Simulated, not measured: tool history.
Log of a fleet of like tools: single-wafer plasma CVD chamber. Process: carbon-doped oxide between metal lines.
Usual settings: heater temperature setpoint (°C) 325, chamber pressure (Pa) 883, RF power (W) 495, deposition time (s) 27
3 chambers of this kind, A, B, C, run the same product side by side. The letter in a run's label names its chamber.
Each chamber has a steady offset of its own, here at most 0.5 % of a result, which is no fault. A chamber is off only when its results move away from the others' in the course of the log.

| run | hour | heater temperature setpoint (°C) | chamber pressure (Pa) | RF power (W) | deposition time (s) | read-back reference wafer on the same gauge, thickness_nm | mean film thickness on the monitor wafer (Å) |
|---|---|---|---|---|---|---|---|
| 1C | 9.3 | 325 | 883 | 495 | 27 | 140.98 | 1536.8 |
|  | 9.5 | chamber A: RF generator calibrated |
| 2B | 19.2 | 325 | 883 | 495 | 27 | 140.97 | 1530.2 |
| 3A | 30.3 | 325 | 883 | 495 | 27 | 140.91 | 1534 |
| 4C | 40.1 | 325 | 883 | 495 | 27 | 140.83 | 1533.9 |
| 5A | 46 | 325 | 883 | 495 | 27 | 140.82 | 1528.5 |
| 6B | 56 | 325 | 883 | 495 | 27 | 140.82 | 1529 |
| 7C | 65.6 | 325 | 883 | 495 | 27 | 140.79 | 1531.9 |
| 8B | 74.9 | 325 | 883 | 495 | 27 | 140.71 | 1527.3 |
| 9A | 86.8 | 325 | 883 | 495 | 27 | 140.7 | 1527.7 |
| 10A | 92.7 | 325 | 883 | 495 | 27 | 140.69 | 1528.2 |
| 11C | 100.5 | 325 | 883 | 495 | 27 | 140.63 | 1530.8 |
| 12B | 109.2 | 325 | 883 | 495 | 27 | 140.64 | 1523.7 |
| 13B | 115 | 325 | 883 | 495 | 27 | 140.63 | 1523.5 |
| 14C | 126.5 | 325 | 883 | 495 | 31.3 | 140.55 | 1773.4 |
| 15A | 138 | 325 | 883 | 495 | 31.3 | 140.54 | 1769 |
| 16B | 150.1 | 325 | 883 | 495 | 31.3 | 140.49 | 1761.5 |
| 17A | 160.1 | 325 | 883 | 495 | 27 | 140.43 | 1526.6 |
| 18C | 172.6 | 325 | 883 | 495 | 27 | 140.37 | 1526.4 |
| 19A | 184.9 | 325 | 883 | 495 | 27 | 140.38 | 1526.1 |
| 20B | 194.5 | 325 | 883 | 495 | 27 | 140.36 | 1522.1 |
| 21C | 206.6 | 325 | 883 | 495 | 27 | 140.32 | 1527.7 |
| 22C | 217.9 | 325 | 883 | 495 | 22.2 | 140.2 | 1261.1 |
| 23B | 227.1 | 325 | 883 | 495 | 22.2 | 140.17 | 1254.7 |

Is one chamber off against the others, does the gauge drift, or is nothing wrong? If a chamber is off, say which, and what the likeliest cause is.

The gauge drifts, so all chambers seem to drift together. No chamber is off.
Cause: gauge reads low (%) = 0.576.
